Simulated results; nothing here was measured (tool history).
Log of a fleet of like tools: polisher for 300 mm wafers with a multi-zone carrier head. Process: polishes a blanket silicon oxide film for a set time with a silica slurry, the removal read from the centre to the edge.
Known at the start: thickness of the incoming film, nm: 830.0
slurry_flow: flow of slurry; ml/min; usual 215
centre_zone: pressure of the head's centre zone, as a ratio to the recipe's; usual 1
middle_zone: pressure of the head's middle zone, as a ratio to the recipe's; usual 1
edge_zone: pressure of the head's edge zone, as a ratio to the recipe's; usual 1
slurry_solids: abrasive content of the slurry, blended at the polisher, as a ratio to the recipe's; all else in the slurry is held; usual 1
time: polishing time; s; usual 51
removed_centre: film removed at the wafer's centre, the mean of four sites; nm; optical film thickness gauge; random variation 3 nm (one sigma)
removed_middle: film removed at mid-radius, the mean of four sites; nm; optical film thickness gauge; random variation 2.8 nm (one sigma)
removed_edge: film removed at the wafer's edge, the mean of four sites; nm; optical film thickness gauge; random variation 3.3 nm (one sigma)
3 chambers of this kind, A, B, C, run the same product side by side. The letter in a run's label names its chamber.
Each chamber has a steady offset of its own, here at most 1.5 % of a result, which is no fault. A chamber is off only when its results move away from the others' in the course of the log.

run	hour	slurry_flow	centre_zone	middle_zone	edge_zone	slurry_solids	time	removed_centre	removed_middle	removed_edge
1C	4.5	215	1	1	1	1	51	254.43	251.38	255.52
2B	8.9	215	1	1	1	1	51	259.11	255.78	255.43
3A	12.9	215	1	1	1	1	51	257.27	261.84	247.58
4B	16.3	215	1	1	1	1	51	258.17	255.64	253.95
5C	19.7	215	1	1	1	1	51	251.55	247.7	252.63
6A	23.2	215	1	1	1	1	51	255.67	256.42	248.83
7A	25.7	215	1	1	1	1	51	259.86	252.92	255.49
# hour 26.7: chamber A: worn pad replaced by a new one
8B	28.7	215	1	1	1	1	51	257.04	250.39	256.33
9C	32.5	215	1	1	1	1	51	257.38	254.84	250.97
# hour 34.4: chamber B: worn pad replaced by a new one
10B	36.7	215	1	1	1	1	51	258.31	257.54	248.37
11A	39.8	215	1	0.96	1	1	51	256.11	246.78	256.4
12C	42.7	215	1	0.96	1	1	51	252.52	243.18	248.26
13B	45.9	215	1	0.96	1	1	51	256.88	246.73	256.7
14C	49.4	215	1	1	1	1	51	252.73	250.84	253.47
# hour 51.4: chamber C: centre zone pressure recalibrated
15A	54	215	1	1	1	1	51	253.06	259.2	253.77
16A	56.8	215	1	1	1	1	51	250.41	254.02	253.32
# hour 58.2: chamber C: worn pad replaced by a new one
17B	59.5	215	1	1	1	1	51	254.76	255.77	258.81
18C	63.1	215	1	1	1	1	51	231.33	253.9	259.46
19B	67.4	215	1	1	1	1	51	259	247.76	259.78
20C	71.8	215	1	1	1	1	51	231.67	252.78	249.26
21A	73.9	215	1.04	1	1	1	51	266.8	253	258.77
# hour 76.3: chamber B: slurry nozzle cleaned
22B	76.8	215	1.04	1	1	1	51	265.18	255.67	252.82
23C	79.1	215	1.04	1	1	1	51	244.32	252	257.01
# hour 81: chamber A: worn pad replaced by a new one
24A	81.8	215	1	1	1	1	51	255.88	253.7	251.75
25B	84	215	1	1	1	1.3	51	289.35	287.99	279.25
26C	87.2	215	1	1	1	1.3	51	263.95	282.34	286.12
27A	91.9	215	1	1	1	1.3	51	282.21	284.87	281.53
28B	94.9	215	1	1.04	1	1.1	51	266.24	271.65	266.15

Next, every chamber runs the same settings. What will each give?
29A	98.3	215	1	1	1	1	51	?	?	?
29B	98.3	215	1	1	1	1	51	?	?	?
29C	98.3	215	1	1	1	1	51	?	?	?

run	removed_centre	removed_middle	removed_edge
29A	256.8	258.03	255.45
29B	254.11	252.05	250.41
29C	233.46	252.89	262.05
